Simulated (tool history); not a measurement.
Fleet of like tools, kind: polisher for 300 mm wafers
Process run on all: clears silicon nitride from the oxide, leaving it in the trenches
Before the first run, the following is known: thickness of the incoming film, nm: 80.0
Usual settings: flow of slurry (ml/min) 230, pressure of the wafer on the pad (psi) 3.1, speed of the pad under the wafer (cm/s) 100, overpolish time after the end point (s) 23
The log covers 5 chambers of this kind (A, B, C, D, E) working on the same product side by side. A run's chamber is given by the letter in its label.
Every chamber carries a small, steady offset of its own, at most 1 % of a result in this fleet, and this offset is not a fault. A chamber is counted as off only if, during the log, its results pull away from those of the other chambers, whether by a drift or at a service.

run,hour,flow of slurry (ml/min),pressure of the wafer on the pad (psi),speed of the pad under the wafer (cm/s),overpolish time after the end point (s),wafers polished on this pad,hours since the slurry nozzle was cleaned,hours since the head pressure was calibrated,time until the end point was called (s)
1A,7.5,230,3.1,100,23,386,258.5,187.3,79.211
2C,13.3,230,3.1,100,23,272,655.1,425.3,79.11
3E,21.3,230,3.1,100,23,698,355.5,913.7,77.466
# hour 21.8: chamber A: worn pad replaced by a new one
4B,26.3,230,3.1,100,23,331,227.5,111.5,79.091
5D,32.8,230,3.1,100,23,964,629.4,685.3,80.795
6A,37.2,230,3.1,100,23,113,288.2,217,81.684
# hour 38.8: chamber A: slurry nozzle cleaned
7C,45.7,230,3.1,100,23,510,687.5,457.7,80.971
# hour 50.6: chamber C: slurry nozzle cleaned
8B,52.8,230,3.1,100,23,526,254,138,81.262
9E,58.3,230,3.7,120,23,970,392.5,950.7,55.623
# hour 61.8: chamber C: worn pad replaced by a new one
# hour 62.1: chamber E: worn pad replaced by a new one
10D,62.6,230,3.7,120,23,1183,659.2,715.1,54.637
11D,67.8,230,3.7,120,23,1221,664.4,720.3,56.937
12E,71.8,230,3.7,120,23,71,406,964.2,55.903
13C,76.4,230,3.7,120,23,108,25.9,488.4,55.366
14A,80.6,305,2.5,100,23,433,41.8,260.4,95.451
# hour 85.9: chamber B: worn pad replaced by a new one
15B,86.1,305,2.5,100,23,1,287.3,171.3,99.078
16C,90.6,305,2.5,100,23,212,40.1,502.6,98.966
# hour 90.9: chamber A: worn pad replaced by a new one
17E,97.7,305,2.5,100,23,262,431.9,990.1,94.919
# hour 101.9: chamber D: head pressure recalibrated
18A,104.6,305,2.5,100,23,101,65.8,284.4,96.995
19D,110.7,230,3.9,100,18,1537,707.3,8.8,62.501
20B,118.8,230,3.9,100,18,242,320,204,65.452
21E,124.4,230,3.9,100,18,459,458.6,1016.8,63.972
# hour 126: chamber D: worn pad replaced by a new one
22B,130.4,230,3.9,100,18,327,331.6,215.6,62.656
# hour 137: chamber C: worn pad replaced by a new one
23C,138.7,230,3.9,100,18,12,88.2,550.7,65.441
24A,145.3,230,3.1,100,23,401,106.5,325.1,82.609
25D,150.3,230,3.1,100,23,179,746.9,48.4,80.056
26C,154.4,230,3.1,100,23,128,103.9,566.4,81.475
# hour 154.5: chamber E: head pressure recalibrated
# hour 154.9: chamber A: worn pad replaced by a new one
27D,159.3,230,3.1,100,23,245,755.9,57.4,79.095
28A,166.8,230,3.1,100,23,88,128,346.6,82.779
29E,171.9,230,3.1,120,23,808,506.1,17.4,66.608
30B,180.8,230,3.1,120,23,698,382,266,69.942
# hour 183.3: chamber E: worn pad replaced by a new one
31E,188.7,230,3.1,120,23,39,522.9,34.2,67.216
32D,194.1,230,3.1,120,23,501,790.7,92.2,66.06
# hour 198.9: chamber B: worn pad replaced by a new one
33C,201.8,230,3.1,120,23,477,151.3,613.8,67.693
34B,207.7,230,3.1,100,23,65,408.9,292.9,82.327
# hour 207.9: chamber C: worn pad replaced by a new one
# hour 208.8: chamber D: slurry nozzle cleaned
35A,216.3,230,3.1,100,23,452,177.5,396.1,83.459
36B,224.2,230,3.1,100,23,186,425.4,309.4,81.545
37A,230.6,230,3.1,100,23,557,191.8,410.4,80.493
# hour 234.4: chamber A: worn pad replaced by a new one
38C,236.2,230,3.1,100,23,208,185.7,648.2,78.411
39D,245.1,230,3.1,74,10,876,36.3,143.2,107.48
40E,251.8,230,3.1,74,10,504,586,97.3,110.45
41A,258.7,230,3.1,74,10,179,219.9,438.5,109.23
42C,266.6,230,3.1,74,10,432,216.1,678.6,110.7

Is one chamber out of step, is the gauge drifting, or do the chambers differ by no more than their own small offsets? For an off chamber, give its letter and the likeliest cause.

No chamber is off and the gauge is stable; the differences are just each chamber's small, constant offset.

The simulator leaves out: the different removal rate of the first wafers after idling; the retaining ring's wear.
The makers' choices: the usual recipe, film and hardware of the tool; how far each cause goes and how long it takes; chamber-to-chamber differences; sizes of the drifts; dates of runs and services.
